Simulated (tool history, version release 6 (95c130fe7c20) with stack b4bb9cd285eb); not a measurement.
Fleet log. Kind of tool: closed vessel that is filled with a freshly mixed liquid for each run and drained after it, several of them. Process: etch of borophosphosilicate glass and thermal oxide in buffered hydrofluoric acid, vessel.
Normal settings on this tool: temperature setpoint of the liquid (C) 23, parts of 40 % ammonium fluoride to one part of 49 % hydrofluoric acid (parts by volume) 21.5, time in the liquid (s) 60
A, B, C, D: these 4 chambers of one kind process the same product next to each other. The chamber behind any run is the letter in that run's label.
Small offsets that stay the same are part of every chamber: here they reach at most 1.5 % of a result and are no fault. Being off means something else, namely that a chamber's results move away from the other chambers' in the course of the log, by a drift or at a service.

run	hour	temperature setpoint of the liquid (C)	parts of 40 % ammonium fluoride to one part of 49 % hydrofluoric acid (parts by volume)	time in the liquid (s)	read-back film thickness of the borophosphosilicate glass reference wafer, read on the same gauge (nm)	read-back film thickness of the thermal oxide reference wafer, read on the same gauge (nm)	thickness taken off the borophosphosilicate glass on a monitor wafer (angstrom)	thickness taken off the thermal oxide on a monitor wafer (angstrom)
1C	14.5	23	21.5	60	100.01	80.037	636.68	318.86
2B	23.6	23	21.5	60	99.995	79.973	647.19	313.8
3D	39.6	23	21.5	60	99.988	79.986	638.39	316.64
4A	49.3	23	21.5	60	100	80.008	643.56	316.67
5D	64.4	23	21.5	60	99.977	79.982	631.72	316.33
# hour 73.2: chamber B: thermometer replaced
6B	76.7	18.5	21.5	45	100.04	79.964	380.58	182.05
7A	92	18.5	21.5	45	99.977	80.046	371.67	184.13
8C	107.7	18.5	21.5	45	100.05	80.005	370.96	186.37
9B	121.9	18.5	21.5	45	100	79.99	378.32	181.27
10A	129.1	23	21.5	60	99.974	80.035	644.98	318.35
11C	139.1	21.5	21.5	60	99.977	80.002	583.66	293.75
12D	146.7	21.5	21.5	60	100	79.947	590.49	291.72
13B	155.6	21.5	21.5	60	100	79.932	593.17	291.36
14D	169.5	21.5	21.5	60	100	80.013	592.36	291.37
15C	179.8	23	21.5	60	99.976	80.001	641.17	319.36
16A	188.6	23	21.5	60	99.94	79.999	645.28	321.01
17A	196.3	23	21.5	60	100	79.98	644.74	320.33
# hour 210.7: chamber D: thermometer replaced
18C	212.5	23	21.5	60	100.03	80.013	636.49	317.5
19B	219.6	23	21.5	60	100.03	80.072	646.63	317.32
# hour 220.9: chamber B: hydrofluoric acid flow meter replaced
20D	232.7	23	21.5	60	100.03	80.011	642.44	314.55
21B	248.9	23	21.5	60	99.96	80.017	640.67	314.52
22D	260.3	25.5	17	60	99.985	80.037	898.15	440.89
23A	267.7	25.5	17	60	100.02	80.044	910.4	449.99
24C	281	25.5	17	60	99.97	80.055	893.17	451.68
25B	295.5	25.5	17	60	100.05	80.015	908.31	439.53
26D	302.8	25	21.5	60	100.01	79.99	714.09	352.01

Predict what each chamber gives when all 4 of them run the settings below next.
27A	314.6	23	21.5	60			?	?
27B	314.6	23	21.5	60			?	?
27C	314.6	23	21.5	60			?	?
27D	314.6	23	21.5	60			?	?

run	thickness taken off the borophosphosilicate glass on a monitor wafer (angstrom)	thickness taken off the thermal oxide on a monitor wafer (angstrom)
27A	640.8	318.63
27B	642.28	313.15
27C	641.28	319.02
27D	645.73	315.24
